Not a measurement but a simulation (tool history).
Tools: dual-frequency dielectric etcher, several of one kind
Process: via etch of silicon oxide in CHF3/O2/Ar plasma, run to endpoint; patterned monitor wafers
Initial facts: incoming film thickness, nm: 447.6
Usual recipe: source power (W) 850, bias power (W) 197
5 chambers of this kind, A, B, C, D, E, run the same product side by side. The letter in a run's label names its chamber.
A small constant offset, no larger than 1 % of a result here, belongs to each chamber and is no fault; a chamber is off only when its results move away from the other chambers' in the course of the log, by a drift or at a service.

run,hour,source power (W),bias power (W),hours since the last wet clean,hours since the last source power generator calibration,hours since the last bias power generator calibration,endpoint time (s)
1B,4.1,850,197,569.8,1751.4,139.6,193.7
2E,6.4,850,197,127.5,4122.3,179,193.64
3A,9.2,850,197,360.8,2169.9,952.2,191.71
4D,13.1,850,197,121.7,1293.5,2203.1,193.85
5C,15.6,850,197,52.9,2562.2,1142.5,191.36
6B,18.8,850,197,584.5,1766.1,154.3,195.57
7C,22.1,850,197,59.4,2568.7,1149,192.37
8E,25.2,850,230,146.3,4141.1,197.8,181.15
9D,27.6,850,230,136.2,1308,2217.6,183.86
10A,31.5,850,230,383.1,2192.2,974.5,182.38
11C,33.8,850,230,71.1,2580.4,1160.7,181.79
12A,38.2,850,230,389.8,2198.9,981.2,182.13
13D,40.4,850,197,149,1320.8,2230.4,192.71
14B,43.4,1040,197,609.1,1790.7,178.9,178.51
15E,47.4,1040,197,168.5,4163.3,220,179.11
16E,50.6,1040,197,171.7,4166.5,223.2,178.33
17A,54.6,1040,197,406.2,2215.3,997.6,178.02
18D,58.9,1040,197,167.5,1339.3,2248.9,179.71
19B,62.7,850,197,628.4,1810,198.2,192.59
# hour 64.3: chamber A: wet clean of the chamber
20C,66.9,850,197,104.2,2613.5,1193.8,191.74
21C,70.3,850,197,107.6,2616.9,1197.2,191.38
22A,72.6,780,225,8.4,2233.3,1015.6,191.18
23D,76.7,780,225,185.3,1357.1,2266.7,191.97
# hour 77.2: chamber B: wet clean of the chamber
# hour 77.6: chamber C: source power generator calibrated
24B,80.8,780,225,3.6,1828.1,216.3,191.92
25E,83.1,780,225,204.2,4199,255.7,190.2
26B,85.3,780,225,8.1,1832.6,220.8,190.6
27D,89.8,850,197,198.4,1370.2,2279.8,193.57
28C,94,850,197,131.3,16.5,1220.9,191.35
29E,97.9,850,197,219,4213.8,270.5,191.23
30A,102.4,850,197,38.2,2263.1,1045.4,191.86
31E,104.8,1020,238,225.9,4220.7,277.4,169.4
32B,108.7,1020,238,31.5,1856,244.2,170.14
33A,112.6,1020,238,48.4,2273.3,1055.6,168.39
34D,116.2,1020,238,224.8,1396.6,2306.2,168.06

Is one chamber out of step, is the gauge drifting, or do the chambers differ by no more than their own small offsets? For an off chamber, give its letter and the likeliest cause.

Neither any chamber nor the gauge drifts; the chambers differ only by their own small, steady offsets.

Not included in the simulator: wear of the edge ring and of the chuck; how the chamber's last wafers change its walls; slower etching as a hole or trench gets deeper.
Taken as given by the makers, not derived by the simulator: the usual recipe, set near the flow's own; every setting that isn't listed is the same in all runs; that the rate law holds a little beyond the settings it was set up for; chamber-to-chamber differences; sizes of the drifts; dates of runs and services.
